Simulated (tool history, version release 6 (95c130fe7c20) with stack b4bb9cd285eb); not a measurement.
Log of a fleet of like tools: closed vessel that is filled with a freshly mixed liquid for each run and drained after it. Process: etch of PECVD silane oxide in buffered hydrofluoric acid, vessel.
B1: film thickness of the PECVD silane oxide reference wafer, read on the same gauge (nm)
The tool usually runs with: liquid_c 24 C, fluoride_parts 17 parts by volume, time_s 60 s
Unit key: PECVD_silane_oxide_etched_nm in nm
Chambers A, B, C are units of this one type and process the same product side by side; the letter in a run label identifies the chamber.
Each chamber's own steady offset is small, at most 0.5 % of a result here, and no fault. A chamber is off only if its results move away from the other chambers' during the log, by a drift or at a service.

run 1C hour=5.7 | liquid_c=24 fluoride_parts=17 time_s=60 | B1=40.026 | PECVD_silane_oxide_etched_nm=102.92
run 2B hour=9.9 | liquid_c=24 fluoride_parts=17 time_s=60 | B1=40.001 | PECVD_silane_oxide_etched_nm=104.21
run 3A hour=16 | liquid_c=24 fluoride_parts=17 time_s=60 | B1=39.999 | PECVD_silane_oxide_etched_nm=103.69
run 4A hour=24.6 | liquid_c=24 fluoride_parts=17 time_s=60 | B1=39.986 | PECVD_silane_oxide_etched_nm=103.1
run 5C hour=29.9 | liquid_c=24 fluoride_parts=17 time_s=60 | B1=39.974 | PECVD_silane_oxide_etched_nm=103.1
run 6B hour=34.8 | liquid_c=24 fluoride_parts=17 time_s=60 | B1=39.998 | PECVD_silane_oxide_etched_nm=103.19
run 7A hour=40.4 | liquid_c=24 fluoride_parts=17 time_s=60 | B1=40.013 | PECVD_silane_oxide_etched_nm=103.39
run 8B hour=48.4 | liquid_c=24 fluoride_parts=22 time_s=85 | B1=40.018 | PECVD_silane_oxide_etched_nm=114.97
run 9C hour=52.4 | liquid_c=24 fluoride_parts=22 time_s=85 | B1=39.983 | PECVD_silane_oxide_etched_nm=116.84
run 10A hour=56.6 | liquid_c=24 fluoride_parts=22 time_s=85 | B1=39.986 | PECVD_silane_oxide_etched_nm=116.38
run 11C hour=61.1 | liquid_c=21.5 fluoride_parts=14 time_s=60 | B1=39.984 | PECVD_silane_oxide_etched_nm=109.38
run 12B hour=65.6 | liquid_c=21.5 fluoride_parts=14 time_s=60 | B1=40.004 | PECVD_silane_oxide_etched_nm=109.91
run 13C hour=70.6 | liquid_c=21.5 fluoride_parts=14 time_s=60 | B1=39.997 | PECVD_silane_oxide_etched_nm=107.16
run 14B hour=74.9 | liquid_c=21.5 fluoride_parts=21 time_s=60 | B1=40.012 | PECVD_silane_oxide_etched_nm=74.413
run 15A hour=80.4 | liquid_c=21.5 fluoride_parts=21 time_s=60 | B1=40.002 | PECVD_silane_oxide_etched_nm=74.448
run 16B hour=86.1 | liquid_c=21.5 fluoride_parts=21 time_s=60 | B1=40.009 | PECVD_silane_oxide_etched_nm=74.806
run 17A hour=90.1 | liquid_c=24 fluoride_parts=17 time_s=60 | B1=40.014 | PECVD_silane_oxide_etched_nm=102.97
run 18C hour=94.1 | liquid_c=24 fluoride_parts=17 time_s=60 | B1=40.013 | PECVD_silane_oxide_etched_nm=101.33
run 19B hour=101.1 | liquid_c=24 fluoride_parts=17 time_s=60 | B1=39.981 | PECVD_silane_oxide_etched_nm=104.07
run 20C hour=109.3 | liquid_c=24 fluoride_parts=17 time_s=60 | B1=39.98 | PECVD_silane_oxide_etched_nm=102.88
run 21A hour=114.2 | liquid_c=24 fluoride_parts=17 time_s=60 | B1=39.984 | PECVD_silane_oxide_etched_nm=103.18
run 22B hour=122.7 | liquid_c=24 fluoride_parts=17 time_s=60 | B1=39.997 | PECVD_silane_oxide_etched_nm=104.34

For the next run the whole fleet of 3 chambers uses the same settings. Give each chamber's results:
run 23A hour=129.2 | liquid_c=24 fluoride_parts=17 time_s=60 | PECVD_silane_oxide_etched_nm=?
run 23B hour=129.2 | liquid_c=24 fluoride_parts=17 time_s=60 | PECVD_silane_oxide_etched_nm=?
run 23C hour=129.2 | liquid_c=24 fluoride_parts=17 time_s=60 | PECVD_silane_oxide_etched_nm=?

run=23A PECVD_silane_oxide_etched_nm=104.31
run=23B PECVD_silane_oxide_etched_nm=104.05
run=23C PECVD_silane_oxide_etched_nm=103.02
